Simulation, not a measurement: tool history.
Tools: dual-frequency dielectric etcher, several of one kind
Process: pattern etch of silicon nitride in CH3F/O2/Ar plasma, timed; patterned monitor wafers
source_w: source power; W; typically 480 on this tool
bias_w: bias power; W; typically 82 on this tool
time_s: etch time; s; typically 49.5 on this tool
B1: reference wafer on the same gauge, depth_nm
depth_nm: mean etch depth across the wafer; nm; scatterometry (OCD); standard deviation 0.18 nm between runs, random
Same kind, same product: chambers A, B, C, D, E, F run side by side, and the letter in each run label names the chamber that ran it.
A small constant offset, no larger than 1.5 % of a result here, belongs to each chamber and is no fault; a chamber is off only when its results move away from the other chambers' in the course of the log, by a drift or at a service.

run 1D hour=6.1 | source_w=480 bias_w=82 time_s=49.5 | B1=40.864 | depth_nm=38.213
run 2A hour=13.9 | source_w=480 bias_w=82 time_s=49.5 | B1=40.760 | depth_nm=39.466
run 3E hour=22.5 | source_w=480 bias_w=82 time_s=49.5 | B1=40.800 | depth_nm=38.899
run 4F hour=30.4 | source_w=480 bias_w=82 time_s=49.5 | B1=40.823 | depth_nm=38.896
-- hour=35.3 chamber B: wet clean of the chamber
run 5B hour=37.4 | source_w=480 bias_w=82 time_s=49.5 | B1=40.774 | depth_nm=38.588
run 6C hour=43.6 | source_w=480 bias_w=82 time_s=49.5 | B1=40.786 | depth_nm=38.851
run 7C hour=52.6 | source_w=480 bias_w=82 time_s=49.5 | B1=40.847 | depth_nm=38.619
run 8E hour=58.5 | source_w=420 bias_w=66 time_s=49.5 | B1=40.847 | depth_nm=34.381
run 9F hour=65.7 | source_w=420 bias_w=66 time_s=49.5 | B1=40.786 | depth_nm=34.243
run 10B hour=76.6 | source_w=420 bias_w=66 time_s=49.5 | B1=40.817 | depth_nm=34.211
run 11D hour=83.1 | source_w=420 bias_w=66 time_s=49.5 | B1=40.828 | depth_nm=34.127
run 12A hour=88.5 | source_w=420 bias_w=66 time_s=49.5 | B1=40.769 | depth_nm=34.858
run 13D hour=99.8 | source_w=420 bias_w=66 time_s=49.5 | B1=40.798 | depth_nm=34.017
-- hour=101.6 chamber B: bias power generator calibrated
run 14A hour=107.7 | source_w=480 bias_w=82 time_s=49.5 | B1=40.843 | depth_nm=39.402
run 15F hour=118.1 | source_w=480 bias_w=82 time_s=49.5 | B1=40.763 | depth_nm=38.948
run 16B hour=128.4 | source_w=480 bias_w=82 time_s=49.5 | B1=40.851 | depth_nm=38.814
run 17E hour=133.7 | source_w=480 bias_w=82 time_s=49.5 | B1=40.760 | depth_nm=38.887
run 18C hour=144.6 | source_w=480 bias_w=82 time_s=49.5 | B1=40.814 | depth_nm=38.988
run 19A hour=149.7 | source_w=480 bias_w=82 time_s=49.5 | B1=40.826 | depth_nm=39.372
run 20E hour=159.9 | source_w=480 bias_w=82 time_s=49.5 | B1=40.804 | depth_nm=38.909
run 21B hour=165.8 | source_w=590 bias_w=82 time_s=49.5 | B1=40.832 | depth_nm=41.876
run 22D hour=173.1 | source_w=590 bias_w=82 time_s=49.5 | B1=40.799 | depth_nm=41.886
-- hour=179.1 chamber F: wet clean of the chamber
run 23C hour=182.7 | source_w=590 bias_w=82 time_s=49.5 | B1=40.745 | depth_nm=41.923
run 24F hour=190.9 | source_w=590 bias_w=82 time_s=49.5 | B1=40.788 | depth_nm=44.138
run 25A hour=196.6 | source_w=590 bias_w=82 time_s=49.5 | B1=40.774 | depth_nm=42.372
run 26D hour=203.0 | source_w=590 bias_w=82 time_s=49.5 | B1=40.814 | depth_nm=41.933
run 27C hour=210.5 | source_w=480 bias_w=82 time_s=49.5 | B1=40.817 | depth_nm=38.962
run 28E hour=221.7 | source_w=480 bias_w=82 time_s=49.5 | B1=40.797 | depth_nm=38.690
run 29B hour=227.1 | source_w=480 bias_w=82 time_s=49.5 | B1=40.810 | depth_nm=38.665
run 30F hour=234.5 | source_w=480 bias_w=82 time_s=49.5 | B1=40.844 | depth_nm=40.599
run 31B hour=244.9 | source_w=480 bias_w=82 time_s=49.5 | B1=40.763 | depth_nm=38.648
run 32D hour=256.4 | source_w=480 bias_w=82 time_s=49.5 | B1=40.800 | depth_nm=38.529
run 33A hour=264.3 | source_w=480 bias_w=82 time_s=49.5 | B1=40.786 | depth_nm=39.448
run 34E hour=275.6 | source_w=480 bias_w=82 time_s=49.5 | B1=40.792 | depth_nm=38.894
run 35F hour=281.2 | source_w=480 bias_w=82 time_s=35.0 | B1=40.808 | depth_nm=28.550
run 36C hour=288.8 | source_w=480 bias_w=82 time_s=35.0 | B1=40.811 | depth_nm=27.580

Read the log: is a single chamber off, either drifting away or since a service, is the gauge that measures every chamber drifting, or is nothing wrong beyond small per-chamber offsets? Name any odd chamber and what most likely caused it.

Chamber F came out of a service off from its peers and stayed that way.
Most likely cause: etch rate over this chamber's usual, % = 4.6.

Below are 4 candidate recipes for chamber F's next run, each the usual settings with a change, their results shown as question marks. Which of them brings F's results back in line with what the other chambers give on the usual settings?
Counts as in line when no further than this from what the other chambers average on the usual settings: depth_nm 0.620 nm
run 37F-1 hour=297.1 | source_w=530 bias_w=89 time_s=49.5 | depth_nm=?
run 37F-2 hour=297.1 | source_w=480 bias_w=81 time_s=47.5 | depth_nm=?
run 37F-3 hour=297.1 | source_w=480 bias_w=83 time_s=51.5 | depth_nm=?
run 37F-4 hour=297.1 | source_w=470 bias_w=81 time_s=46.5 | depth_nm=?

What the other chambers average on the usual settings: depth_nm 38.893 nm
run=37F-1 depth_nm=43.298
run=37F-2 depth_nm=38.727
run=37F-3 depth_nm=42.340
run=37F-4 depth_nm=37.606
37F-2 brings the chamber back in line.
